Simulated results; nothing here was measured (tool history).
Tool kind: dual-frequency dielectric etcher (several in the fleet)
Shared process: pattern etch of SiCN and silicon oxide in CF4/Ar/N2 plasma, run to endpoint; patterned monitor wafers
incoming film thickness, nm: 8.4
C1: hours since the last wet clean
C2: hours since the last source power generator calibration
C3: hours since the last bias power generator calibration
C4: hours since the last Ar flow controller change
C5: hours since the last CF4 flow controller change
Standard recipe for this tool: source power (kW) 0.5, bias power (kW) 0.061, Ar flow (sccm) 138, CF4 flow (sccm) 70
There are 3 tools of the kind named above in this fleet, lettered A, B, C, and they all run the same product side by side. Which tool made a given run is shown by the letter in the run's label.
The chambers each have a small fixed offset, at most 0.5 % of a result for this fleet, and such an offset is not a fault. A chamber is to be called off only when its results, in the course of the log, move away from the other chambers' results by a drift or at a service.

{"run": "1A", "day": 0.292, "source power (kW)": 0.5, "bias power (kW)": 0.061, "Ar flow (sccm)": 138, "CF4 flow (sccm)": 70, "C1": 541.2, "C2": 736.8, "C3": 203.1, "C4": 1497.2, "C5": 632.2, "endpoint time (s)": 9.8537}
{"run": "2B", "day": 0.496, "source power (kW)": 0.5, "bias power (kW)": 0.061, "Ar flow (sccm)": 138, "CF4 flow (sccm)": 70, "C1": 254.1, "C2": 2535.4, "C3": 2562.4, "C4": 695, "C5": 5886.9, "endpoint time (s)": 9.8184}
{"run": "3C", "day": 0.833, "source power (kW)": 0.5, "bias power (kW)": 0.061, "Ar flow (sccm)": 138, "CF4 flow (sccm)": 70, "C1": 173.8, "C2": 2108.8, "C3": 2932.4, "C4": 4314.2, "C5": 2495.5, "endpoint time (s)": 9.9829}
{"day": 0.942, "done": "chamber A: wet clean of the chamber"}
{"run": "4A", "day": 1.188, "source power (kW)": 0.5, "bias power (kW)": 0.061, "Ar flow (sccm)": 138, "CF4 flow (sccm)": 70, "C1": 6, "C2": 758.3, "C3": 224.6, "C4": 1518.7, "C5": 653.7, "endpoint time (s)": 9.8338}
{"run": "5C", "day": 1.492, "source power (kW)": 0.5, "bias power (kW)": 0.061, "Ar flow (sccm)": 138, "CF4 flow (sccm)": 70, "C1": 189.6, "C2": 2124.6, "C3": 2948.2, "C4": 4330, "C5": 2511.3, "endpoint time (s)": 9.9369}
{"run": "6B", "day": 1.838, "source power (kW)": 0.4, "bias power (kW)": 0.061, "Ar flow (sccm)": 166, "CF4 flow (sccm)": 70, "C1": 286.3, "C2": 2567.6, "C3": 2594.6, "C4": 727.2, "C5": 5919.1, "endpoint time (s)": 12.425}
{"run": "7A", "day": 2.067, "source power (kW)": 0.4, "bias power (kW)": 0.061, "Ar flow (sccm)": 166, "CF4 flow (sccm)": 70, "C1": 27.1, "C2": 779.4, "C3": 245.7, "C4": 1539.8, "C5": 674.8, "endpoint time (s)": 12.417}
{"run": "8C", "day": 2.262, "source power (kW)": 0.4, "bias power (kW)": 0.061, "Ar flow (sccm)": 166, "CF4 flow (sccm)": 70, "C1": 208.1, "C2": 2143.1, "C3": 2966.7, "C4": 4348.5, "C5": 2529.8, "endpoint time (s)": 12.349}
{"run": "9B", "day": 2.542, "source power (kW)": 0.5, "bias power (kW)": 0.061, "Ar flow (sccm)": 138, "CF4 flow (sccm)": 70, "C1": 303.2, "C2": 2584.5, "C3": 2611.5, "C4": 744.1, "C5": 5936, "endpoint time (s)": 9.8809}
{"run": "10C", "day": 2.796, "source power (kW)": 0.5, "bias power (kW)": 0.061, "Ar flow (sccm)": 138, "CF4 flow (sccm)": 70, "C1": 220.9, "C2": 2155.9, "C3": 2979.5, "C4": 4361.3, "C5": 2542.6, "endpoint time (s)": 9.8512}
{"run": "11B", "day": 3.071, "source power (kW)": 0.5, "bias power (kW)": 0.061, "Ar flow (sccm)": 138, "CF4 flow (sccm)": 80, "C1": 315.9, "C2": 2597.2, "C3": 2624.2, "C4": 756.8, "C5": 5948.7, "endpoint time (s)": 9.62}
{"run": "12A", "day": 3.442, "source power (kW)": 0.5, "bias power (kW)": 0.061, "Ar flow (sccm)": 138, "CF4 flow (sccm)": 80, "C1": 60.1, "C2": 812.4, "C3": 278.7, "C4": 1572.8, "C5": 707.8, "endpoint time (s)": 9.6842}
{"day": 3.533, "done": "chamber B: source power generator calibrated"}
{"run": "13B", "day": 3.625, "source power (kW)": 0.5, "bias power (kW)": 0.061, "Ar flow (sccm)": 138, "CF4 flow (sccm)": 80, "C1": 329.2, "C2": 2.2, "C3": 2637.5, "C4": 770.1, "C5": 5962, "endpoint time (s)": 9.6003}
{"run": "14A", "day": 3.854, "source power (kW)": 0.5, "bias power (kW)": 0.061, "Ar flow (sccm)": 138, "CF4 flow (sccm)": 70, "C1": 70, "C2": 822.3, "C3": 288.6, "C4": 1582.7, "C5": 717.7, "endpoint time (s)": 9.9287}
{"run": "15C", "day": 4.121, "source power (kW)": 0.5, "bias power (kW)": 0.061, "Ar flow (sccm)": 138, "CF4 flow (sccm)": 70, "C1": 252.7, "C2": 2187.7, "C3": 3011.3, "C4": 4393.1, "C5": 2574.4, "endpoint time (s)": 9.8802}
{"day": 4.375, "done": "chamber B: wet clean of the chamber"}
{"run": "16A", "day": 4.433, "source power (kW)": 0.5, "bias power (kW)": 0.061, "Ar flow (sccm)": 138, "CF4 flow (sccm)": 70, "C1": 83.9, "C2": 836.2, "C3": 302.5, "C4": 1596.6, "C5": 731.6, "endpoint time (s)": 9.8948}
{"run": "17C", "day": 4.754, "source power (kW)": 0.5, "bias power (kW)": 0.061, "Ar flow (sccm)": 138, "CF4 flow (sccm)": 70, "C1": 267.9, "C2": 2202.9, "C3": 3026.5, "C4": 4408.3, "C5": 2589.6, "endpoint time (s)": 9.9255}
{"run": "18B", "day": 5.112, "source power (kW)": 0.44, "bias power (kW)": 0.061, "Ar flow (sccm)": 138, "CF4 flow (sccm)": 70, "C1": 17.8, "C2": 37.9, "C3": 2673.2, "C4": 805.8, "C5": 5997.7, "endpoint time (s)": 11.059}
{"run": "19A", "day": 5.412, "source power (kW)": 0.44, "bias power (kW)": 0.061, "Ar flow (sccm)": 138, "CF4 flow (sccm)": 70, "C1": 107.4, "C2": 859.7, "C3": 326, "C4": 1620.1, "C5": 755.1, "endpoint time (s)": 11.091}
{"run": "20C", "day": 5.604, "source power (kW)": 0.44, "bias power (kW)": 0.061, "Ar flow (sccm)": 138, "CF4 flow (sccm)": 70, "C1": 288.3, "C2": 2223.3, "C3": 3046.9, "C4": 4428.7, "C5": 2610, "endpoint time (s)": 11.209}
{"run": "21B", "day": 5.808, "source power (kW)": 0.5, "bias power (kW)": 0.061, "Ar flow (sccm)": 138, "CF4 flow (sccm)": 70, "C1": 34.5, "C2": 54.6, "C3": 2689.9, "C4": 822.5, "C5": 6014.4, "endpoint time (s)": 9.9065}
{"run": "22C", "day": 6.088, "source power (kW)": 0.59, "bias power (kW)": 0.061, "Ar flow (sccm)": 138, "CF4 flow (sccm)": 77, "C1": 299.9, "C2": 2234.9, "C3": 3058.5, "C4": 4440.3, "C5": 2621.6, "endpoint time (s)": 8.5709}
{"run": "23A", "day": 6.275, "source power (kW)": 0.59, "bias power (kW)": 0.061, "Ar flow (sccm)": 138, "CF4 flow (sccm)": 77, "C1": 128.1, "C2": 880.4, "C3": 346.7, "C4": 1640.8, "C5": 775.8, "endpoint time (s)": 8.4168}
{"run": "24B", "day": 6.542, "source power (kW)": 0.59, "bias power (kW)": 0.061, "Ar flow (sccm)": 138, "CF4 flow (sccm)": 77, "C1": 52.1, "C2": 72.2, "C3": 2707.5, "C4": 840.1, "C5": 6032, "endpoint time (s)": 8.3832}
{"run": "25C", "day": 6.871, "source power (kW)": 0.5, "bias power (kW)": 0.061, "Ar flow (sccm)": 138, "CF4 flow (sccm)": 70, "C1": 318.7, "C2": 2253.7, "C3": 3077.3, "C4": 4459.1, "C5": 2640.4, "endpoint time (s)": 10.189}
{"run": "26A", "day": 7.229, "source power (kW)": 0.5, "bias power (kW)": 0.061, "Ar flow (sccm)": 138, "CF4 flow (sccm)": 70, "C1": 151, "C2": 903.3, "C3": 369.6, "C4": 1663.7, "C5": 798.7, "endpoint time (s)": 9.8897}
{"day": 7.262, "done": "chamber B: CF4 flow controller replaced"}
{"run": "27B", "day": 7.425, "source power (kW)": 0.5, "bias power (kW)": 0.066, "Ar flow (sccm)": 138, "CF4 flow (sccm)": 76, "C1": 73.3, "C2": 93.4, "C3": 2728.7, "C4": 861.3, "C5": 3.9, "endpoint time (s)": 9.4832}
{"run": "28B", "day": 7.742, "source power (kW)": 0.5, "bias power (kW)": 0.066, "Ar flow (sccm)": 138, "CF4 flow (sccm)": 76, "C1": 80.9, "C2": 101, "C3": 2736.3, "C4": 868.9, "C5": 11.5, "endpoint time (s)": 9.5355}
{"run": "29C", "day": 7.938, "source power (kW)": 0.5, "bias power (kW)": 0.066, "Ar flow (sccm)": 138, "CF4 flow (sccm)": 76, "C1": 344.3, "C2": 2279.3, "C3": 3102.9, "C4": 4484.7, "C5": 2666, "endpoint time (s)": 9.7679}
{"run": "30A", "day": 8.321, "source power (kW)": 0.5, "bias power (kW)": 0.061, "Ar flow (sccm)": 138, "CF4 flow (sccm)": 70, "C1": 177.2, "C2": 929.5, "C3": 395.8, "C4": 1689.9, "C5": 824.9, "endpoint time (s)": 9.894}
{"run": "31A", "day": 8.704, "source power (kW)": 0.5, "bias power (kW)": 0.061, "Ar flow (sccm)": 138, "CF4 flow (sccm)": 70, "C1": 186.4, "C2": 938.7, "C3": 405, "C4": 1699.1, "C5": 834.1, "endpoint time (s)": 9.9871}
{"run": "32C", "day": 9.117, "source power (kW)": 0.5, "bias power (kW)": 0.061, "Ar flow (sccm)": 138, "CF4 flow (sccm)": 70, "C1": 372.6, "C2": 2307.6, "C3": 3131.2, "C4": 4513, "C5": 2694.3, "endpoint time (s)": 10.237}
{"run": "33B", "day": 9.467, "source power (kW)": 0.5, "bias power (kW)": 0.061, "Ar flow (sccm)": 138, "CF4 flow (sccm)": 70, "C1": 122.3, "C2": 142.4, "C3": 2777.7, "C4": 910.3, "C5": 52.9, "endpoint time (s)": 9.9206}
{"run": "34C", "day": 9.754, "source power (kW)": 0.5, "bias power (kW)": 0.061, "Ar flow (sccm)": 138, "CF4 flow (sccm)": 70, "C1": 387.9, "C2": 2322.9, "C3": 3146.5, "C4": 4528.3, "C5": 2709.6, "endpoint time (s)": 10.341}

Next, all 3 chambers run the settings below, one line each with question marks for the results. What does each chamber give?
{"run": "35A", "day": 10.058, "source power (kW)": 0.5, "bias power (kW)": 0.051, "Ar flow (sccm)": 138, "CF4 flow (sccm)": 70, "endpoint time (s)": "?"}
{"run": "35B", "day": 10.058, "source power (kW)": 0.5, "bias power (kW)": 0.051, "Ar flow (sccm)": 138, "CF4 flow (sccm)": 70, "endpoint time (s)": "?"}
{"run": "35C", "day": 10.058, "source power (kW)": 0.5, "bias power (kW)": 0.051, "Ar flow (sccm)": 138, "CF4 flow (sccm)": 70, "endpoint time (s)": "?"}

run=35A endpoint_time_(s)=10.457
run=35B endpoint_time_(s)=10.444
run=35C endpoint_time_(s)=11.032

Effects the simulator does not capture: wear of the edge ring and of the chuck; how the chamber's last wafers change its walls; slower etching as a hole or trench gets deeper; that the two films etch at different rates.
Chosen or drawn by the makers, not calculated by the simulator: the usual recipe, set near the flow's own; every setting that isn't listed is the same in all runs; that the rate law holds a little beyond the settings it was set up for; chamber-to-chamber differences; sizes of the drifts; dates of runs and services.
